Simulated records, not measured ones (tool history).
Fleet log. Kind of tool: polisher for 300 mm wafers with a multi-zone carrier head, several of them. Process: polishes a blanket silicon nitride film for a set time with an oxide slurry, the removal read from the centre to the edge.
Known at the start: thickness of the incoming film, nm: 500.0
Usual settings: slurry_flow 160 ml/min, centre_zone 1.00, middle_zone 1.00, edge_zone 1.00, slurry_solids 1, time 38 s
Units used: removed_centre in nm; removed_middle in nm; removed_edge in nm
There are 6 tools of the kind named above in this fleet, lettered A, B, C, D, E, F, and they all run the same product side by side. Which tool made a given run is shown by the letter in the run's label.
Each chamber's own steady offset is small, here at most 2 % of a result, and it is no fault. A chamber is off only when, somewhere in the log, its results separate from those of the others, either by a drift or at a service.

run,hour,slurry_flow,centre_zone,middle_zone,edge_zone,slurry_solids,time,removed_centre,removed_middle,removed_edge
# hour 1.8: chamber F: worn pad replaced by a new one
1E,2.1,160,1.00,1.00,1.00,1,38,30.583,30.448,30.545
2C,4.8,160,1.00,1.00,1.00,1,38,30.572,31.359,29.996
# hour 5.2: chamber B: centre zone pressure recalibrated
3F,7.9,160,1.00,1.00,1.00,1,38,31.143,31.497,30.763
4A,10.6,160,1.00,1.00,1.00,1,38,30.991,30.824,31.321
5D,13.5,160,1.00,1.00,1.00,1,38,30.686,30.968,30.953
6B,15.7,160,1.00,1.00,1.00,1,38,31.059,31.063,31.231
7B,20.0,160,1.00,1.00,1.00,1,38,31.074,31.379,30.520
8E,23.2,160,1.00,1.00,1.00,1,38,30.426,31.212,30.102
9C,25.1,160,1.00,1.00,0.89,1,31,24.991,25.608,23.031
10F,29.3,160,1.00,1.00,0.89,1,31,25.075,25.561,23.540
11A,32.1,160,1.00,1.00,0.89,1,31,25.157,25.540,23.891
12D,35.2,160,1.00,1.00,0.89,1,31,25.638,24.817,23.817
13F,37.7,160,1.00,1.00,0.89,1,31,25.591,25.093,23.857
14B,42.1,160,1.00,1.00,0.89,1,31,25.382,25.465,23.959
15D,46.0,160,1.00,1.00,1.00,1,38,31.076,31.087,30.858
16E,49.4,160,0.94,1.07,1.00,1,38,28.130,33.284,30.483
17A,53.8,160,0.94,1.07,1.00,1,38,28.750,33.437,30.887
18C,57.7,160,0.94,1.07,1.00,1,38,27.829,32.741,30.520
# hour 58.2: chamber D: worn pad replaced by a new one
19F,62.2,160,0.94,1.07,1.00,1,38,28.512,32.989,30.492
20C,66.3,160,0.94,1.07,1.00,1,38,29.106,32.007,29.847
21B,69.7,160,0.94,1.07,1.00,1,38,28.968,33.791,29.974
# hour 70.1: chamber A: worn pad replaced by a new one
22A,72.9,160,0.90,1.00,1.00,1,32,22.777,26.124,26.093
23D,75.6,160,0.90,1.00,1.00,1,32,23.768,26.045,25.909
# hour 76.9: chamber E: worn pad replaced by a new one
# hour 76.9: chamber B: worn pad replaced by a new one
24E,79.6,160,0.90,1.00,1.00,1,32,23.079,26.238,25.595
25E,84.1,160,0.90,1.00,1.00,1,32,23.174,26.805,25.393
26F,86.7,160,0.90,1.00,1.00,1,32,23.149,26.383,26.073
27A,91.0,160,0.90,1.00,1.00,1,32,23.090,26.410,26.436
# hour 93.0: chamber F: worn pad replaced by a new one
28C,93.6,160,1.00,1.00,1.00,1,38,29.243,29.824,28.612
29D,95.7,160,1.00,1.00,1.00,1,38,31.259,30.956,30.781
30B,98.9,160,1.00,1.00,1.00,1,38,31.249,31.076,30.658
31F,102.8,160,1.00,1.00,1.00,1,38,31.822,32.022,31.093
32D,106.4,160,1.00,1.00,1.00,1,38,31.314,31.262,31.338
33E,108.8,160,1.00,1.00,1.00,1,38,31.375,31.616,31.188
# hour 110.8: chamber D: centre zone pressure recalibrated
34B,112.6,160,1.00,1.00,1.00,1,38,31.941,31.730,30.889
35A,117.1,160,1.00,1.00,1.00,1,38,31.025,31.371,31.194
36C,120.5,160,1.00,1.00,1.00,1,38,28.672,28.786,28.033
37F,123.8,160,1.00,1.00,1.00,1,38,31.618,31.417,30.926
38E,126.8,160,1.00,1.00,1.00,1,38,29.634,30.748,30.404
39C,129.0,160,1.00,1.00,1.00,1,38,27.965,29.080,28.024
40D,133.0,160,1.00,1.00,1.04,1,38,30.839,30.987,32.042

What goes on in this fleet: one chamber off, a drifting gauge, or nothing beyond the chambers' own small offsets? Name the chamber and the cause, if any.

One chamber, C, drifts off from the rest bit by bit.
Cause: removal rate lost through wear of the pad, % = 8.85.
The log might look much the same if the cause were instead: slurry flow missing at the pad, %.

Which of the 4 candidates below, each the usual settings with something changed and its results left as question marks, puts chamber C back in line with what the other chambers give on the usual settings?
In line here means within this much of the mean the other chambers give on the usual settings: removed_centre 1.300 nm; removed_middle 1.200 nm; removed_edge 1.100 nm
41C-1,136.2,160,0.99,0.99,1.02,1.05,41,?,?,?
41C-2,136.2,160,1.01,1.03,0.97,0.95,32,?,?,?
41C-3,136.2,160,1.01,1.01,0.98,0.95,35,?,?,?
41C-4,136.2,160,0.99,0.98,1.03,1.05,45,?,?,?

What the other chambers average on the usual settings: removed_centre 30.981 nm; removed_middle 31.030 nm; removed_edge 30.914 nm
run,removed_centre,removed_middle,removed_edge
41C-1,30.582,30.769,30.784
41C-2,23.321,23.815,22.353
41C-3,25.504,25.575,24.586
41C-4,33.563,33.453,33.967
41C-1 puts the chamber back in line with the other chambers.

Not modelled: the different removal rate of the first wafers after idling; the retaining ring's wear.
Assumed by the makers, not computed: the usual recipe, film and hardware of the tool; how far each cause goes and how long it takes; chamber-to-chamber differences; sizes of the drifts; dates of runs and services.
